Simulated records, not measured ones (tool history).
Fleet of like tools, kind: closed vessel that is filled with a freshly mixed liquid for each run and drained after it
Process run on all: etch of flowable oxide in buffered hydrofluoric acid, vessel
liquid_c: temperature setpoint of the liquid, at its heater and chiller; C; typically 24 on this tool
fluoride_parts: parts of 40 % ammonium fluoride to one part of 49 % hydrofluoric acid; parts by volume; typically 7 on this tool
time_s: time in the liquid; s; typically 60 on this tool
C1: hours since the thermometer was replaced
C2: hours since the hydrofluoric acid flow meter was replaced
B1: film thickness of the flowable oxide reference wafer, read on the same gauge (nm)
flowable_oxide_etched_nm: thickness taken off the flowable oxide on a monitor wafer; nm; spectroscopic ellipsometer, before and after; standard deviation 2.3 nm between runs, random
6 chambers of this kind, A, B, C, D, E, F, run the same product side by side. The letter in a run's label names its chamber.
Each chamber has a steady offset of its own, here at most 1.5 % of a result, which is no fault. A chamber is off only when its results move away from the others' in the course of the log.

Run 1D, hour 8.2: usual settings; C1 676.3; C2 666.3; B1 140.01. Result: flowable_oxide_etched_nm 249.92 nm.
Run 2E, hour 17.2: usual settings; C1 333.3; C2 1146.4; B1 140.05. Result: flowable_oxide_etched_nm 245.9 nm.
Run 3F, hour 21.9: usual settings; C1 582.7; C2 638.7; B1 140.02. Result: flowable_oxide_etched_nm 251.35 nm.
Run 4C, hour 31.2: usual settings; C1 1344.6; C2 333.2; B1 140.02. Result: flowable_oxide_etched_nm 248.86 nm.
Run 5B, hour 39.2: usual settings but liquid_c 26 C, time_s 40 s; C1 527.3; C2 397; B1 139.98. Result: flowable_oxide_etched_nm 192.13 nm.
Run 6A, hour 44.3: usual settings but liquid_c 26 C, time_s 40 s; C1 1743.6; C2 65; B1 140.02. Result: flowable_oxide_etched_nm 185.56 nm.
At hour 48.9: chamber E: hydrofluoric acid flow meter replaced.
Run 7A, hour 51.3: usual settings but liquid_c 26 C, time_s 40 s; C1 1750.6; C2 72; B1 139.99. Result: flowable_oxide_etched_nm 187.49 nm.
Run 8E, hour 56.9: usual settings but liquid_c 26 C, time_s 40 s; C1 373; C2 8; B1 140.02. Result: flowable_oxide_etched_nm 185.19 nm.
Run 9F, hour 66.8: usual settings but liquid_c 26 C, time_s 40 s; C1 627.6; C2 683.6; B1 140. Result: flowable_oxide_etched_nm 186.65 nm.
Run 10D, hour 73.2: usual settings but liquid_c 26 C, time_s 40 s; C1 741.3; C2 731.3; B1 140.05. Result: flowable_oxide_etched_nm 187.84 nm.
Run 11C, hour 79.4: usual settings; C1 1392.8; C2 381.4; B1 140.04. Result: flowable_oxide_etched_nm 251.39 nm.
Run 12B, hour 87.8: usual settings; C1 575.9; C2 445.6; B1 140.01. Result: flowable_oxide_etched_nm 254.61 nm.
Run 13C, hour 95.3: usual settings but time_s 35 s; C1 1408.7; C2 397.3; B1 139.97. Result: flowable_oxide_etched_nm 149.91 nm.
Run 14B, hour 103.5: usual settings but time_s 35 s; C1 591.6; C2 461.3; B1 139.99. Result: flowable_oxide_etched_nm 148.91 nm.
Run 15F, hour 111.1: usual settings but time_s 35 s; C1 671.9; C2 727.9; B1 140.01. Result: flowable_oxide_etched_nm 145.12 nm.
Run 16A, hour 120.8: usual settings but time_s 35 s; C1 1820.1; C2 141.5; B1 140.03. Result: flowable_oxide_etched_nm 145.42 nm.
Run 17D, hour 129.6: usual settings but time_s 35 s; C1 797.7; C2 787.7; B1 140.04. Result: flowable_oxide_etched_nm 144.67 nm.
At hour 129.9: chamber B: thermometer replaced.
Run 18E, hour 134.9: usual settings but time_s 35 s; C1 451; C2 86; B1 139.98. Result: flowable_oxide_etched_nm 145.83 nm.
Run 19F, hour 142.2: usual settings; C1 703; C2 759; B1 140.02. Result: flowable_oxide_etched_nm 247.17 nm.
Run 20D, hour 147.3: usual settings; C1 815.4; C2 805.4; B1 139.98. Result: flowable_oxide_etched_nm 245.17 nm.
Run 21A, hour 152.6: usual settings; C1 1851.9; C2 173.3; B1 140.02. Result: flowable_oxide_etched_nm 247.55 nm.
Run 22C, hour 158.1: usual settings; C1 1471.5; C2 460.1; B1 140. Result: flowable_oxide_etched_nm 255.51 nm.
Run 23B, hour 165.2: usual settings; C1 35.4; C2 523; B1 140.06. Result: flowable_oxide_etched_nm 253.84 nm.
Run 24E, hour 172.8: usual settings; C1 488.9; C2 123.9; B1 140.05. Result: flowable_oxide_etched_nm 246.55 nm.
Run 25F, hour 179.7: usual settings; C1 740.5; C2 796.5; B1 139.96. Result: flowable_oxide_etched_nm 254.26 nm.
Run 26D, hour 188.4: usual settings but fluoride_parts 6 parts by volume; C1 856.5; C2 846.5; B1 140.01. Result: flowable_oxide_etched_nm 274.3 nm.
Run 27B, hour 195.2: usual settings but fluoride_parts 6 parts by volume; C1 65.4; C2 553; B1 140. Result: flowable_oxide_etched_nm 295.74 nm.
At hour 198.4: chamber F: hydrofluoric acid flow meter replaced.
Run 28E, hour 200.2: usual settings but fluoride_parts 6 parts by volume; C1 516.3; C2 151.3; B1 139.96. Result: flowable_oxide_etched_nm 286.07 nm.
Run 29A, hour 210.3: usual settings but fluoride_parts 6 parts by volume; C1 1909.6; C2 231; B1 140. Result: flowable_oxide_etched_nm 289.26 nm.
Run 30C, hour 218.9: usual settings but fluoride_parts 6 parts by volume; C1 1532.3; C2 520.9; B1 139.98. Result: flowable_oxide_etched_nm 285.67 nm.
Run 31B, hour 228.6: usual settings but fluoride_parts 6 parts by volume; C1 98.8; C2 586.4; B1 140. Result: flowable_oxide_etched_nm 290.38 nm.
Run 32A, hour 237.7: usual settings; C1 1937; C2 258.4; B1 140. Result: flowable_oxide_etched_nm 252.75 nm.
Run 33E, hour 242.5: usual settings; C1 558.6; C2 193.6; B1 139.97. Result: flowable_oxide_etched_nm 249.01 nm.
Run 34F, hour 247.5: usual settings; C1 808.3; C2 49.1; B1 139.95. Result: flowable_oxide_etched_nm 251.27 nm.
Run 35D, hour 252.7: usual settings; C1 920.8; C2 910.8; B1 139.94. Result: flowable_oxide_etched_nm 231.45 nm.
Run 36C, hour 260: usual settings; C1 1573.4; C2 562; B1 140.05. Result: flowable_oxide_etched_nm 254 nm.
Run 37A, hour 270.1: usual settings but fluoride_parts 5 parts by volume; C1 1969.4; C2 290.8; B1 139.98. Result: flowable_oxide_etched_nm 333.16 nm.
Run 38F, hour 277.1: usual settings but fluoride_parts 5 parts by volume; C1 837.9; C2 78.7; B1 140. Result: flowable_oxide_etched_nm 338.59 nm.

What goes on in this fleet: one chamber off, a drifting gauge, or nothing beyond the chambers' own small offsets? Name the chamber and the cause, if any.

One chamber, D, drifts off from the rest bit by bit.
Cause: hydrofluoric acid flow below the setpoint (%) = 9.84.
The log may not tell that from: liquid colder than its thermometer reads (K).

Chamber D could run next with any of the 4 candidate recipes listed below; each alters the usual settings, and their results appear as question marks. Which one brings its results back in line with what the other chambers deliver on the usual settings?
In line means no further than this from the other chambers' mean on the usual settings: flowable_oxide_etched_nm 8.2 nm
Run 39D-1, hour 284.4: usual settings but fluoride_parts 9 parts by volume. Result: flowable_oxide_etched_nm ?.
Run 39D-2, hour 284.4: usual settings but liquid_c 24.5 C, fluoride_parts 6.5 parts by volume. Result: flowable_oxide_etched_nm ?.
Run 39D-3, hour 284.4: usual settings but liquid_c 25 C, time_s 70 s. Result: flowable_oxide_etched_nm ?.
Run 39D-4, hour 284.4: usual settings but liquid_c 22 C. Result: flowable_oxide_etched_nm ?.

The other chambers' mean on the usual settings: flowable_oxide_etched_nm 252.17 nm
  run  flowable_oxide_etched_nm
39D-1                    180.73
39D-2                    251.31
39D-3                    278.43
39D-4                    202.35
39D-2 is the one that brings the chamber's results back in line with the other chambers.
